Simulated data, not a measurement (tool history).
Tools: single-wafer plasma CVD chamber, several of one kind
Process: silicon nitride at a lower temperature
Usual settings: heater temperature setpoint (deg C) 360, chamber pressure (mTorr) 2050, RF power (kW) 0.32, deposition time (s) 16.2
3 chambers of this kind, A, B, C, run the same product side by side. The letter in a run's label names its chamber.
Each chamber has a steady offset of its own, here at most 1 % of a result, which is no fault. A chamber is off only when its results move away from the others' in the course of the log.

run     day  heater temperature setpoint (deg C)  chamber pressure (mTorr)  RF power (kW)  deposition time (s)  read-back reference wafer on the same gauge, thickness_nm  mean film thickness on the monitor wafer (nm)
 1C   0.662                                  360                      2050           0.32                 16.2                                                     17.092                                          21.24
 2A   1.146                                  360                      2050           0.32                 16.2                                                     17.105                                         21.237
 3B   1.596                                  360                      2050           0.32                 16.2                                                     17.099                                         21.109
 4C   2.154                                  360                      2050           0.32                 16.2                                                     17.074                                         21.244
 5A   2.712                                  360                      2050           0.32                 16.2                                                     17.092                                          21.31
      2.971  -- chamber A: RF generator calibrated
 6B   3.338                                  360                      2050           0.32                 16.2                                                     17.105                                         20.947
      3.467  -- chamber C: capacitance manometer re-zeroed and calibrated
 7B   3.883                                  360                      2050           0.32                 16.2                                                     17.107                                         20.929
 8C   4.183                                  360                      1700           0.32                 18.2                                                     17.091                                          22.72
 9A   4.796                                  360                      1700           0.32                 18.2                                                     17.111                                          22.73
10A   5.146                                  360                      1700           0.32                 18.2                                                     17.099                                         22.744
11B   5.621                                  360                      2050           0.32                 16.2                                                     17.076                                         20.966
12C   6.017                                  360                      2050           0.32                 16.2                                                     17.105                                          21.12
13C   6.417                                  360                      2050           0.32                 16.2                                                     17.094                                         21.361
14B   6.717                                  360                      2050           0.32                 16.2                                                     17.078                                         20.794
15A   7.167                                  360                      2050           0.32                 16.2                                                     17.087                                         21.403
16A   7.783                                  360                      2050           0.32                 16.2                                                     17.089                                         21.303
17B   8.454                                  360                      2050           0.32                 16.2                                                     17.101                                         20.806
18C   9.075                                  360                      2050           0.32                 16.2                                                     17.097                                         21.157
19A   9.721                                  360                      2050           0.32                 16.2                                                     17.106                                         21.324
20C    10.4                                  360                      2050           0.32                 16.2                                                     17.102                                         21.231
21B  10.862                                  369                      2050           0.28                 16.2                                                     17.104                                         18.956
22B  11.504                                  369                      2050           0.28                 16.2                                                     17.088                                         18.732
23C  11.892                                  369                      2050           0.28                 16.2                                                     17.111                                         19.369
24A  12.225                                  360                      2050           0.32                 16.2                                                     17.115                                         21.238
25B  12.796                                  360                      2050           0.32                 16.2                                                     17.123                                         20.651
     13.067  -- chamber A: capacitance manometer re-zeroed and calibrated
26A  13.429                                  360                      2050           0.32                 16.2                                                      17.12                                         21.413
27C  14.033                                  360                      2050           0.32                 16.2                                                     17.082                                         21.259
28B  14.379                                  360                      2050           0.32                 16.2                                                     17.105                                         20.567
29A  15.021                                  360                      2050           0.32                 16.2                                                     17.104                                         21.208
30C  15.421                                  360                      2050          0.295                 16.2                                                     17.108                                         20.087
31A  15.925                                  360                      2050          0.295                 16.2                                                     17.096                                         20.364
32B  16.317                                  360                      2050          0.295                 16.2                                                     17.106                                         19.355
33C  16.804                                  360                      2050          0.275                 16.2                                                     17.109                                         19.137

What goes on in this fleet: one chamber off, a drifting gauge, or nothing beyond the chambers' own small offsets? Name the chamber and the cause, if any.

Chamber B drifts away from the others.
Cause: delivered RF power below the setpoint (%) = 4.9.

Here are 4 candidates for chamber B's next run, each the usual settings with a change, their results left as question marks. Which one brings its results back in line with what the others give on the usual settings?
In line means no further than this from the other chambers' mean on the usual settings: mean film thickness on the monitor wafer (nm) 0.3
34B-1  17.296                                  360                      1730           0.32                 16.2                                                                                                         ?
34B-2  17.296                                  360                      2050          0.325                 16.6                                                                                                         ?
34B-3  17.296                                  360                      2050           0.32                 16.4                                                                                                         ?
34B-4  17.296                                  360                      2030          0.315                 16.2                                                                                                         ?

The other chambers' mean on the usual settings: mean film thickness on the monitor wafer (nm) 21.252
  run  mean film thickness on the monitor wafer (nm)
34B-1                                         19.487
34B-2                                         21.102
34B-3                                         20.632
34B-4                                         20.116
34B-2 brings the chamber back in line.

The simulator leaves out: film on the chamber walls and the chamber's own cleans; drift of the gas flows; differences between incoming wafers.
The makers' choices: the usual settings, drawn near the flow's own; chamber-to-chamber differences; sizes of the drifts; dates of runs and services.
